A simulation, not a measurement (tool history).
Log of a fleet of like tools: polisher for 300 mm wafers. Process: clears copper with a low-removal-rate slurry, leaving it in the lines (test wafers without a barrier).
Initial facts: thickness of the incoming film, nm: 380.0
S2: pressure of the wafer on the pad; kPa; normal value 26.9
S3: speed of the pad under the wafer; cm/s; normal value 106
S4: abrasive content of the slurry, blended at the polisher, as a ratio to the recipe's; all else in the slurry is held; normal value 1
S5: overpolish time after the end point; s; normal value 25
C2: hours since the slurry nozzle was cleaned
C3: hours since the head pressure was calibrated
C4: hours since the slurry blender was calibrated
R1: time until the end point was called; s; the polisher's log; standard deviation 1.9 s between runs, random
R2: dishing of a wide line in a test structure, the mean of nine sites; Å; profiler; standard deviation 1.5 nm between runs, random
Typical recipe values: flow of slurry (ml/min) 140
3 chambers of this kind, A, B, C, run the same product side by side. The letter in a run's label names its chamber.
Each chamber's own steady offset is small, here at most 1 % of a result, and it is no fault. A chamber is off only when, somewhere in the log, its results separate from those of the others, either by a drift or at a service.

run 1B day=0.262 | flow_of_slurry_(ml/min)=140 S2=26.9 S3=106 S4=1 S5=25 | wafers_polished_on_this_pad=644 C2=203.5 C3=306 C4=61.5 | R1=99.541 R2=644.24
-- day=0.3 chamber C: worn pad replaced by a new one
run 2A day=0.488 | flow_of_slurry_(ml/min)=140 S2=26.9 S3=106 S4=1 S5=25 | wafers_polished_on_this_pad=493 C2=214.4 C3=1085.8 C4=28.3 | R1=99.649 R2=627.48
run 3C day=0.754 | flow_of_slurry_(ml/min)=140 S2=26.9 S3=106 S4=1 S5=25 | wafers_polished_on_this_pad=109 C2=525.8 C3=440 C4=51 | R1=101.41 R2=627.46
run 4A day=0.917 | flow_of_slurry_(ml/min)=140 S2=26.9 S3=106 S4=1 S5=25 | wafers_polished_on_this_pad=596 C2=224.7 C3=1096.1 C4=38.6 | R1=100.12 R2=633.65
run 5C day=1.233 | flow_of_slurry_(ml/min)=140 S2=26.9 S3=106 S4=1 S5=25 | wafers_polished_on_this_pad=223 C2=537.3 C3=451.5 C4=62.5 | R1=94.918 R2=645.87
run 6B day=1.462 | flow_of_slurry_(ml/min)=140 S2=26.9 S3=106 S4=1 S5=25 | wafers_polished_on_this_pad=931 C2=232.3 C3=334.8 C4=90.3 | R1=100.89 R2=620.51
run 7A day=1.662 | flow_of_slurry_(ml/min)=140 S2=26.9 S3=106 S4=1 S5=25 | wafers_polished_on_this_pad=775 C2=242.6 C3=1114 C4=56.5 | R1=99.1 R2=639.9
run 8B day=1.812 | flow_of_slurry_(ml/min)=140 S2=26.9 S3=106 S4=0.85 S5=25 | wafers_polished_on_this_pad=1015 C2=240.7 C3=343.2 C4=98.7 | R1=108.76 R2=626.87
run 9C day=2.096 | flow_of_slurry_(ml/min)=140 S2=26.9 S3=106 S4=0.85 S5=25 | wafers_polished_on_this_pad=430 C2=558 C3=472.2 C4=83.2 | R1=100.37 R2=639.7
run 10B day=2.279 | flow_of_slurry_(ml/min)=140 S2=26.9 S3=106 S4=0.85 S5=25 | wafers_polished_on_this_pad=1127 C2=251.9 C3=354.4 C4=109.9 | R1=105.7 R2=627.08
run 11C day=2.604 | flow_of_slurry_(ml/min)=120 S2=30.3 S3=106 S4=1 S5=25 | wafers_polished_on_this_pad=552 C2=570.2 C3=484.4 C4=95.4 | R1=90.894 R2=698.47
run 12A day=2.796 | flow_of_slurry_(ml/min)=120 S2=30.3 S3=106 S4=1 S5=25 | wafers_polished_on_this_pad=1046 C2=269.8 C3=1141.2 C4=83.7 | R1=87.989 R2=677.06
-- day=2.883 chamber A: worn pad replaced by a new one
run 13C day=3.05 | flow_of_slurry_(ml/min)=120 S2=30.3 S3=106 S4=1 S5=25 | wafers_polished_on_this_pad=659 C2=580.9 C3=495.1 C4=106.1 | R1=87.683 R2=694.55
-- day=3.325 chamber C: slurry nozzle cleaned
run 14B day=3.388 | flow_of_slurry_(ml/min)=140 S2=26.9 S3=106 S4=1 S5=25 | wafers_polished_on_this_pad=1392 C2=278.5 C3=381 C4=136.5 | R1=101.98 R2=646.4
run 15A day=3.654 | flow_of_slurry_(ml/min)=140 S2=26.9 S3=106 S4=1 S5=25 | wafers_polished_on_this_pad=185 C2=290.4 C3=1161.8 C4=104.3 | R1=95.373 R2=625.97
run 16B day=3.804 | flow_of_slurry_(ml/min)=140 S2=34.5 S3=106 S4=1 S5=25 | wafers_polished_on_this_pad=1492 C2=288.5 C3=391 C4=146.5 | R1=79.167 R2=769.48
run 17A day=4.083 | flow_of_slurry_(ml/min)=140 S2=34.5 S3=106 S4=1 S5=25 | wafers_polished_on_this_pad=288 C2=300.7 C3=1172.1 C4=114.6 | R1=75.931 R2=776.42
run 18C day=4.25 | flow_of_slurry_(ml/min)=140 S2=34.5 S3=106 S4=1 S5=25 | wafers_polished_on_this_pad=946 C2=22.3 C3=523.9 C4=134.9 | R1=78.14 R2=807.19
run 19B day=4.467 | flow_of_slurry_(ml/min)=140 S2=26.9 S3=106 S4=1 S5=25 | wafers_polished_on_this_pad=1651 C2=304.4 C3=406.9 C4=162.4 | R1=101.57 R2=605.06
run 20A day=4.721 | flow_of_slurry_(ml/min)=185 S2=26.9 S3=106 S4=1 S5=10 | wafers_polished_on_this_pad=440 C2=316 C3=1187.4 C4=129.9 | R1=93.681 R2=292.84
-- day=4.75 chamber C: worn pad replaced by a new one
run 21C day=5.054 | flow_of_slurry_(ml/min)=185 S2=26.9 S3=106 S4=1 S5=10 | wafers_polished_on_this_pad=73 C2=41.6 C3=543.2 C4=154.2 | R1=93.661 R2=310.86
run 22A day=5.271 | flow_of_slurry_(ml/min)=185 S2=26.9 S3=106 S4=1 S5=10 | wafers_polished_on_this_pad=572 C2=329.2 C3=1200.6 C4=143.1 | R1=93.087 R2=299.1
run 23B day=5.471 | flow_of_slurry_(ml/min)=160 S2=26.9 S3=106 S4=1 S5=25 | wafers_polished_on_this_pad=1891 C2=328.5 C3=431 C4=186.5 | R1=105.21 R2=600.07
-- day=5.783 chamber A: slurry blender recalibrated
run 24C day=5.8 | flow_of_slurry_(ml/min)=160 S2=26.9 S3=106 S4=1 S5=25 | wafers_polished_on_this_pad=251 C2=59.5 C3=561.1 C4=172.1 | R1=97.17 R2=638.67
run 25C day=6.062 | flow_of_slurry_(ml/min)=160 S2=26.9 S3=106 S4=1 S5=25 | wafers_polished_on_this_pad=314 C2=65.8 C3=567.4 C4=178.4 | R1=95.688 R2=655.44
run 26B day=6.346 | flow_of_slurry_(ml/min)=140 S2=26.9 S3=106 S4=1 S5=25 | wafers_polished_on_this_pad=2101 C2=349.5 C3=452 C4=207.5 | R1=107.56 R2=600.94
run 27A day=6.662 | flow_of_slurry_(ml/min)=140 S2=26.9 S3=106 S4=1 S5=17 | wafers_polished_on_this_pad=905 C2=362.6 C3=1234 C4=21.1 | R1=93.173 R2=469.89
run 28A day=6.862 | flow_of_slurry_(ml/min)=140 S2=26.9 S3=106 S4=1 S5=17 | wafers_polished_on_this_pad=953 C2=367.4 C3=1238.8 C4=25.9 | R1=95.986 R2=457.72

Is one chamber out of step, is the gauge drifting, or do the chambers differ by no more than their own small offsets? For an off chamber, give its letter and the likeliest cause.

One chamber, B, drifts off from the rest bit by bit.
Most likely cause: removal rate lost through wear of the pad, % = 11.1.
The log may not separate it from: slurry flow missing at the pad, %; head's pressure below its setpoint, %.

Chamber B could run next with any of the 4 candidate recipes listed below; each alters the usual settings, and their results appear as question marks. Which one brings its results back in line with what the other chambers deliver on the usual settings?
In-line tolerance around the mean of the other chambers on the usual settings: R1 6.7 s; R2 51 Å
run 29B-1 day=7.108 | flow_of_slurry_(ml/min)=140 S2=29 S3=112 S4=1 S5=24 | R1=? R2=?
run 29B-2 day=7.108 | flow_of_slurry_(ml/min)=140 S2=24.8 S3=100 S4=1 S5=26 | R1=? R2=?
run 29B-3 day=7.108 | flow_of_slurry_(ml/min)=135 S2=23.4 S3=92 S4=1 S5=27 | R1=? R2=?
run 29B-4 day=7.108 | flow_of_slurry_(ml/min)=145 S2=30.3 S3=120 S4=1 S5=23 | R1=? R2=?

The mean the other chambers reach with the usual settings: R1 97.644 s; R2 642.59 Å
run=29B-1 R1=97.63 R2=641.72
run=29B-2 R1=127.31 R2=543.54
run=29B-3 R1=147.34 R2=493.57
run=29B-4 R1=86.498 R2=686.98
With 29B-1, the chamber falls back in line with the rest.
